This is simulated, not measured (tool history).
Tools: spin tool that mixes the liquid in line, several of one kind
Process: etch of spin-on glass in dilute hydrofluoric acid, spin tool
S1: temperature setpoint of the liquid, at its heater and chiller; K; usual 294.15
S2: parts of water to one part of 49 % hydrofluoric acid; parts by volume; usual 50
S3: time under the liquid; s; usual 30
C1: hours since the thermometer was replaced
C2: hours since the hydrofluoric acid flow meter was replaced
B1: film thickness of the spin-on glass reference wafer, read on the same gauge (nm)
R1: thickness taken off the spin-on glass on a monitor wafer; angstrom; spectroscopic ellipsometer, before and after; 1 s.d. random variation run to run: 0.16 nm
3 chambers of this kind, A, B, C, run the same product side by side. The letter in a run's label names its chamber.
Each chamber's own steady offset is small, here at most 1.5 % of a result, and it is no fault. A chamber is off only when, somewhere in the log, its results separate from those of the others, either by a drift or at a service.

run,hour,S1,S2,S3,C1,C2,B1,R1
1A,8.0,294.15,50,30,891.1,173.8,119.99,183.350
2B,20.0,294.15,50,30,734.9,282.0,120.03,183.690
3C,29.3,294.15,50,30,154.6,180.7,120.00,183.060
4C,38.2,294.15,50,30,163.5,189.6,120.01,182.840
5A,46.8,294.15,50,30,929.9,212.6,120.00,182.610
6B,58.5,294.15,50,30,773.4,320.5,120.02,182.440
7A,65.1,294.15,50,30,948.2,230.9,120.02,184.670
8C,71.7,294.15,50,30,197.0,223.1,120.01,181.010
9B,77.9,294.15,50,30,792.8,339.9,120.02,184.120
10A,89.8,294.15,50,30,972.9,255.6,119.99,182.620
11B,102.7,294.15,50,30,817.6,364.7,119.99,186.010
12C,115.1,294.15,50,30,240.4,266.5,119.99,181.470
13C,128.2,294.15,50,30,253.5,279.6,120.00,180.840
14B,139.8,294.15,50,30,854.7,401.8,120.00,187.420
15A,150.1,294.15,50,30,1033.2,315.9,119.99,181.600
16B,157.1,294.15,50,30,872.0,419.1,120.01,183.650
17A,164.3,294.15,50,30,1047.4,330.1,119.99,182.880
18C,172.7,294.15,50,30,298.0,324.1,119.99,178.740
19B,183.3,294.15,50,30,898.2,445.3,119.99,181.040
20C,195.7,294.15,50,30,321.0,347.1,119.99,176.730
21A,203.6,294.15,50,30,1086.7,369.4,120.01,183.070
22A,213.0,294.15,50,20,1096.1,378.8,120.01,123.060
23C,220.2,294.15,50,20,345.5,371.6,120.00,116.050
24B,231.6,294.15,50,20,946.5,493.6,120.00,122.940
25A,241.7,294.15,50,30,1124.8,407.5,120.01,183.670
26C,248.7,294.15,50,30,374.0,400.1,120.01,172.330
27B,259.4,294.15,50,30,974.3,521.4,120.01,183.780
28B,267.3,294.15,40,20,982.2,529.3,119.98,153.190
29C,273.7,294.15,40,20,399.0,425.1,120.02,146.490
30A,283.2,294.15,40,20,1166.3,449.0,120.00,154.240
31C,294.1,294.15,70,15,419.4,445.5,120.01,60.281
32A,304.9,294.15,70,15,1188.0,470.7,120.00,64.896
33B,315.7,294.15,70,15,1030.6,577.7,120.02,63.871
34C,328.1,294.15,50,30,453.4,479.5,120.00,170.480
35B,335.5,294.15,50,30,1050.4,597.5,120.00,178.950
36A,342.2,294.15,50,30,1225.3,508.0,120.00,182.760
37C,350.2,294.15,50,30,475.5,501.6,120.02,170.200
38B,359.6,294.15,50,30,1074.5,621.6,120.00,184.920
39A,372.4,294.15,50,30,1255.5,538.2,120.00,181.510
40A,379.1,296.65,40,30,1262.2,544.9,119.98,260.390

Decide between three cases: one chamber stands off from its peers, the gauge reading all wafers drifts, or nothing is wrong past each chamber's small offset. Where a chamber is off, say which and what most likely put it there.

Little by little, chamber C moves away from the other chambers.
Most likely cause: hydrofluoric acid flow below the setpoint (%) = 8.99.
With only this log, it may be confused with: liquid colder than its thermometer reads (K).

Which of the 4 candidates below, each the usual settings with something changed and its results left as question marks, puts chamber C back in line with what the other chambers give on the usual settings?
In line means no further than this from the other chambers' mean on the usual settings: R1 5.700 angstrom
41C-1,388.6,295.15,50,30,,,,?
41C-2,388.6,294.15,45,30,,,,?
41C-3,388.6,293.15,50,30,,,,?
41C-4,388.6,294.15,55,30,,,,?

Usual-settings mean across the other chambers: R1 183.740 angstrom
run,R1
41C-1,173.860
41C-2,186.620
41C-3,159.990
41C-4,150.610
41C-2 is the one that brings the chamber's results back in line with the other chambers.

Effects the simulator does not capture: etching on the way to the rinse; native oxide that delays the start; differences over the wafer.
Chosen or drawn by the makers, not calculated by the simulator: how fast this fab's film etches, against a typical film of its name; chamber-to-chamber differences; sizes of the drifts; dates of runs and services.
